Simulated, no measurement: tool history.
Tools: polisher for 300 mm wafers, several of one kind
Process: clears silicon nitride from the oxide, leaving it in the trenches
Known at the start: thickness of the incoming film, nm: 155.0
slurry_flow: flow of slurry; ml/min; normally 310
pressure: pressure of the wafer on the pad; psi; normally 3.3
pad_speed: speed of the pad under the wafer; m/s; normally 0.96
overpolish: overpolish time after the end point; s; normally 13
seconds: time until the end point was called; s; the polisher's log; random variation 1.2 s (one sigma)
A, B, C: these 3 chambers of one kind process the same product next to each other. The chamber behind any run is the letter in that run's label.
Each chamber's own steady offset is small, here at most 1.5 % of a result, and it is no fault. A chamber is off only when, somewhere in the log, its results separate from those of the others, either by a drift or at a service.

run,hour,slurry_flow,pressure,pad_speed,overpolish,seconds
1A,10.7,310,3.3,0.96,13,128.71
2C,16.3,310,3.3,0.96,13,131.50
3B,26.1,310,3.3,0.96,13,130.31
4B,36.5,310,3.3,0.96,13,129.44
5A,44.7,310,3.3,0.96,13,128.36
6C,52.5,310,3.3,0.96,13,131.08
# hour 52.9: chamber B: worn pad replaced by a new one
7A,61.6,310,3.3,0.96,13,128.14
8B,72.4,310,3.3,0.96,13,131.49
9C,80.0,310,3.3,0.96,13,130.26
10A,85.3,310,3.3,0.96,13,130.50
# hour 86.7: chamber A: worn pad replaced by a new one
# hour 87.4: chamber A: head pressure recalibrated
11C,93.9,310,3.3,0.96,13,133.01
# hour 95.6: chamber A: slurry nozzle cleaned
12B,103.9,310,3.3,0.96,13,131.81
13C,115.2,310,3.3,0.96,13,133.54
14A,123.2,310,3.3,0.96,13,129.34
15B,132.9,310,4.1,0.84,13,124.01
16B,138.3,310,4.1,0.84,13,122.45
# hour 142.9: chamber B: worn pad replaced by a new one
17A,145.7,310,4.1,0.84,13,120.60
18C,152.8,310,2.9,0.68,13,217.19
19B,161.1,310,2.9,0.68,13,215.82
20A,166.5,310,2.9,0.68,13,206.54
# hour 170.5: chamber C: worn pad replaced by a new one
21C,172.5,310,3.3,0.96,13,130.32
22A,183.6,310,3.3,0.96,13,130.84
23B,194.2,310,3.3,0.96,13,134.74
24C,203.0,310,3.3,0.96,13,133.38
25B,209.7,310,3.3,0.96,13,135.22
26C,218.1,310,3.3,0.96,13,131.53
27A,228.8,310,3.3,0.96,13,129.65
# hour 234.9: chamber B: worn pad replaced by a new one
28B,238.9,310,3.3,0.96,13,139.82
29C,250.1,310,3.3,0.96,13,133.70
30A,260.4,310,3.3,0.96,13,130.16
31B,267.9,310,3.3,0.96,13,140.32
32A,275.4,310,3.3,0.96,13,130.42
33C,284.6,310,3.3,0.96,13,133.44
34C,290.5,310,3.3,0.96,13,133.90
# hour 296.3: chamber A: worn pad replaced by a new one
35B,296.8,310,3.3,0.96,13,139.65
36A,301.9,310,3.3,0.96,13,130.64
37C,310.3,310,3.3,0.96,13,131.15
# hour 315.0: chamber B: slurry nozzle cleaned
38A,316.3,310,3.3,0.96,13,128.54
39B,325.2,400,3.3,0.96,6,139.77
40C,330.9,400,3.3,0.96,6,128.51

All 3 chambers run these settings next. Forecast each chamber's results:
41A,339.0,310,3.3,0.96,13,?
41B,339.0,310,3.3,0.96,13,?
41C,339.0,310,3.3,0.96,13,?

run,seconds
41A,130.43
41B,142.69
41C,132.35
